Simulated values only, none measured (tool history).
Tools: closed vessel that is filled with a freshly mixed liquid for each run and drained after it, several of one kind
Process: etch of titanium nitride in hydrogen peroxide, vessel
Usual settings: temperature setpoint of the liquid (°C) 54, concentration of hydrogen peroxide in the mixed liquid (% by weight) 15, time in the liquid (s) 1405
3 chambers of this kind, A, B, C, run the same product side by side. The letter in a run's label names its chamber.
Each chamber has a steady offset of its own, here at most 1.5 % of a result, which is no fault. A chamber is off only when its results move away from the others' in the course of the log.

run	hour	temperature setpoint of the liquid (°C)	concentration of hydrogen peroxide in the mixed liquid (% by weight)	time in the liquid (s)	hours since the thermometer was replaced	hours since the peroxide flow meter was replaced	hours since the drum of peroxide was connected	read-back film thickness of the titanium nitride reference wafer, read on the same gauge (nm)	thickness taken off the titanium nitride on a monitor wafer (Å)
# hour 6: chamber A: new drum of peroxide connected
1C	8.3	54	15	1405	325.9	28.7	463.3	50.037	441.3
2A	15.3	54	15	1405	670.6	132.8	9.3	50.021	439.35
3B	22.5	54	15	1405	953.6	478.4	752.3	50.053	441.63
4B	32.5	54	15	1405	963.6	488.4	762.3	50.003	444.86
5C	40.1	54	15	1405	357.7	60.5	495.1	50	442.28
6A	50.9	54	15	1405	706.2	168.4	44.9	50.031	435.03
7C	57.3	54	13.5	585	374.9	77.7	512.3	50.008	178.48
8B	64.9	54	13.5	585	996	520.8	794.7	50.038	179.64
9A	73.1	54	13.5	585	728.4	190.6	67.1	50.003	176.12
10A	84	54	15	1405	739.3	201.5	78	50.037	435.02
11B	89.5	54	15	1405	1020.6	545.4	819.3	49.961	439.14
12C	99.6	54	15	1405	417.2	120	554.6	49.977	439.86
13B	111.5	46	13.5	1405	1042.6	567.4	841.3	50.02	242.37
14A	122.5	46	13.5	1405	777.8	240	116.5	49.976	237.42
15C	131.3	46	13.5	1405	448.9	151.7	586.3	50.023	240.83
16C	142	54	15	1405	459.6	162.4	597	49.991	445.13
17A	151.2	54	15	1405	806.5	268.7	145.2	50.024	434.39
18B	157.8	54	15	1405	1088.9	613.7	887.6	50.01	440.67
19A	168.7	54	15	1405	824	286.2	162.7	50.024	430.19
20C	175.9	54	12	1405	493.5	196.3	630.9	50.013	419.97
21B	182.8	54	12	1405	1113.9	638.7	912.6	50.007	422.77
22C	192.9	54	12	1405	510.5	213.3	647.9	49.999	424.75
23A	201.2	54	15	1405	856.5	318.7	195.2	50.022	431.08
24B	210.8	54	15	1405	1141.9	666.7	940.6	49.974	440.1
25B	223.2	54	15	1405	1154.3	679.1	953	49.995	438.86
26C	234.8	54	15	1405	552.4	255.2	689.8	49.995	442.48
27A	240.3	54	15	1405	895.6	357.8	234.3	49.965	423.58
28B	252.1	54	15	1405	1183.2	708	981.9	49.992	438.88
29C	263.1	54	15	1405	580.7	283.5	718.1	50.009	440.78
30A	270.3	54	15	1405	925.6	387.8	264.3	49.979	423.91
31C	281.8	54	17.5	700	599.4	302.2	736.8	50.005	224.98
32B	293	54	17.5	700	1224.1	748.9	1022.8	49.994	227.84
33A	304.1	54	17.5	700	959.4	421.6	298.1	49.952	216.64
34C	311.3	54	12	1980	628.9	331.7	766.3	49.983	594.59

What goes on in this fleet: one chamber off, a drifting gauge, or nothing beyond the chambers' own small offsets? Name the chamber and the cause, if any.

Chamber A drifts away from the others.
Cause: liquid colder than its thermometer reads (K) = 0.514.

Here are 4 candidates for chamber A's next run, each the usual settings with a change, their results left as question marks. Which one brings its results back in line with what the others give on the usual settings?
In line means no further than this from the other chambers' mean on the usual settings: thickness taken off the titanium nitride on a monitor wafer (Å) 8
35A-1	320.4	54	13.5	1405					?
35A-2	320.4	54	15	1430					?
35A-3	320.4	53.5	15	1375					?
35A-4	320.4	54.5	15	1435					?

The other chambers' mean on the usual settings: thickness taken off the titanium nitride on a monitor wafer (Å) 440.9
run	thickness taken off the titanium nitride on a monitor wafer (Å)
35A-1	409.83
35A-2	426.6
35A-3	395.92
35A-4	443.16
35A-4 brings the chamber back in line.
